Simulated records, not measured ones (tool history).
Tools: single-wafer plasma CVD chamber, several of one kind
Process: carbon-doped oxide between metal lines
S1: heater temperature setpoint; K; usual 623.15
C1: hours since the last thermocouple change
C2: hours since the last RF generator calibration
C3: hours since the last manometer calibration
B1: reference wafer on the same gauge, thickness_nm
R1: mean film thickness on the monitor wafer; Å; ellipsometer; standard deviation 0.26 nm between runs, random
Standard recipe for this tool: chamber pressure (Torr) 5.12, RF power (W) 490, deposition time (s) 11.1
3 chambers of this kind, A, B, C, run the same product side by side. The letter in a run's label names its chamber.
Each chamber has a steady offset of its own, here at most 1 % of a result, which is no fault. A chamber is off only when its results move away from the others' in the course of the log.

run 1A hour=6.8 | S1=623.15 chamber_pressure_(Torr)=5.12 RF_power_(W)=490 deposition_time_(s)=11.1 | C1=1171.1 C2=158.3 C3=621.5 | B1=48.472 | R1=569.95
run 2C hour=20.9 | S1=623.15 chamber_pressure_(Torr)=5.12 RF_power_(W)=490 deposition_time_(s)=11.1 | C1=1342.7 C2=311.4 C3=114.8 | B1=48.41 | R1=567.28
run 3B hour=30.4 | S1=623.15 chamber_pressure_(Torr)=5.12 RF_power_(W)=490 deposition_time_(s)=11.1 | C1=1410.7 C2=743.4 C3=1297.2 | B1=48.442 | R1=571.68
run 4B hour=45 | S1=623.15 chamber_pressure_(Torr)=5.12 RF_power_(W)=490 deposition_time_(s)=11.1 | C1=1425.3 C2=758 C3=1311.8 | B1=48.421 | R1=566.67
run 5A hour=55.7 | S1=623.15 chamber_pressure_(Torr)=5.12 RF_power_(W)=490 deposition_time_(s)=11.1 | C1=1220 C2=207.2 C3=670.4 | B1=48.451 | R1=568.75
run 6C hour=65.7 | S1=623.15 chamber_pressure_(Torr)=5.12 RF_power_(W)=490 deposition_time_(s)=11.1 | C1=1387.5 C2=356.2 C3=159.6 | B1=48.388 | R1=563.2
run 7B hour=79.2 | S1=623.15 chamber_pressure_(Torr)=5.12 RF_power_(W)=490 deposition_time_(s)=11.1 | C1=1459.5 C2=792.2 C3=1346 | B1=48.408 | R1=571.67
run 8A hour=87.7 | S1=623.15 chamber_pressure_(Torr)=5.12 RF_power_(W)=490 deposition_time_(s)=11.1 | C1=1252 C2=239.2 C3=702.4 | B1=48.385 | R1=569.64
run 9C hour=101.6 | S1=623.15 chamber_pressure_(Torr)=5.12 RF_power_(W)=490 deposition_time_(s)=11.1 | C1=1423.4 C2=392.1 C3=195.5 | B1=48.437 | R1=560.95
run 10C hour=115.9 | S1=623.15 chamber_pressure_(Torr)=5.12 RF_power_(W)=490 deposition_time_(s)=11.1 | C1=1437.7 C2=406.4 C3=209.8 | B1=48.393 | R1=565.92
run 11B hour=122.4 | S1=623.15 chamber_pressure_(Torr)=5.12 RF_power_(W)=490 deposition_time_(s)=11.1 | C1=1502.7 C2=835.4 C3=1389.2 | B1=48.42 | R1=571.5
run 12A hour=137 | S1=623.15 chamber_pressure_(Torr)=5.12 RF_power_(W)=490 deposition_time_(s)=11.1 | C1=1301.3 C2=288.5 C3=751.7 | B1=48.373 | R1=566.52
run 13B hour=149.9 | S1=623.15 chamber_pressure_(Torr)=5.12 RF_power_(W)=490 deposition_time_(s)=11.1 | C1=1530.2 C2=862.9 C3=1416.7 | B1=48.472 | R1=569.89
run 14C hour=157 | S1=623.15 chamber_pressure_(Torr)=5.12 RF_power_(W)=490 deposition_time_(s)=11.1 | C1=1478.8 C2=447.5 C3=250.9 | B1=48.383 | R1=567.41
run 15A hour=164.1 | S1=623.15 chamber_pressure_(Torr)=5.12 RF_power_(W)=490 deposition_time_(s)=11.1 | C1=1328.4 C2=315.6 C3=778.8 | B1=48.408 | R1=565.93
run 16A hour=176.7 | S1=623.15 chamber_pressure_(Torr)=5.12 RF_power_(W)=490 deposition_time_(s)=11.1 | C1=1341 C2=328.2 C3=791.4 | B1=48.436 | R1=564.59
run 17C hour=185 | S1=623.15 chamber_pressure_(Torr)=5.12 RF_power_(W)=490 deposition_time_(s)=11.1 | C1=1506.8 C2=475.5 C3=278.9 | B1=48.38 | R1=569.97
run 18B hour=194.9 | S1=623.15 chamber_pressure_(Torr)=5.12 RF_power_(W)=490 deposition_time_(s)=11.1 | C1=1575.2 C2=907.9 C3=1461.7 | B1=48.371 | R1=569.91
run 19A hour=204.6 | S1=623.15 chamber_pressure_(Torr)=5.12 RF_power_(W)=490 deposition_time_(s)=11.1 | C1=1368.9 C2=356.1 C3=819.3 | B1=48.336 | R1=561.41
run 20C hour=214.1 | S1=623.15 chamber_pressure_(Torr)=5.12 RF_power_(W)=490 deposition_time_(s)=11.1 | C1=1535.9 C2=504.6 C3=308 | B1=48.415 | R1=568.36
run 21B hour=220.5 | S1=623.15 chamber_pressure_(Torr)=5.12 RF_power_(W)=490 deposition_time_(s)=11.1 | C1=1600.8 C2=933.5 C3=1487.3 | B1=48.392 | R1=564.17
run 22B hour=228.5 | S1=623.15 chamber_pressure_(Torr)=5.12 RF_power_(W)=490 deposition_time_(s)=11.1 | C1=1608.8 C2=941.5 C3=1495.3 | B1=48.394 | R1=573.83
run 23A hour=236.1 | S1=623.15 chamber_pressure_(Torr)=5.12 RF_power_(W)=490 deposition_time_(s)=11.1 | C1=1400.4 C2=387.6 C3=850.8 | B1=48.394 | R1=562.39
run 24C hour=243.8 | S1=623.15 chamber_pressure_(Torr)=5.12 RF_power_(W)=490 deposition_time_(s)=11.1 | C1=1565.6 C2=534.3 C3=337.7 | B1=48.422 | R1=564.85
run 25A hour=258.1 | S1=638.15 chamber_pressure_(Torr)=5.12 RF_power_(W)=490 deposition_time_(s)=11.1 | C1=1422.4 C2=409.6 C3=872.8 | B1=48.378 | R1=541.77

For the next run the whole fleet of 3 chambers uses the same settings. Give each chamber's results:
run 26A hour=268.7 | S1=623.15 chamber_pressure_(Torr)=5.12 RF_power_(W)=490 deposition_time_(s)=11.1 | R1=?
run 26B hour=268.7 | S1=623.15 chamber_pressure_(Torr)=5.12 RF_power_(W)=490 deposition_time_(s)=11.1 | R1=?
run 26C hour=268.7 | S1=623.15 chamber_pressure_(Torr)=5.12 RF_power_(W)=490 deposition_time_(s)=11.1 | R1=?

run=26A R1=567.06
run=26B R1=564.71
run=26C R1=567.93
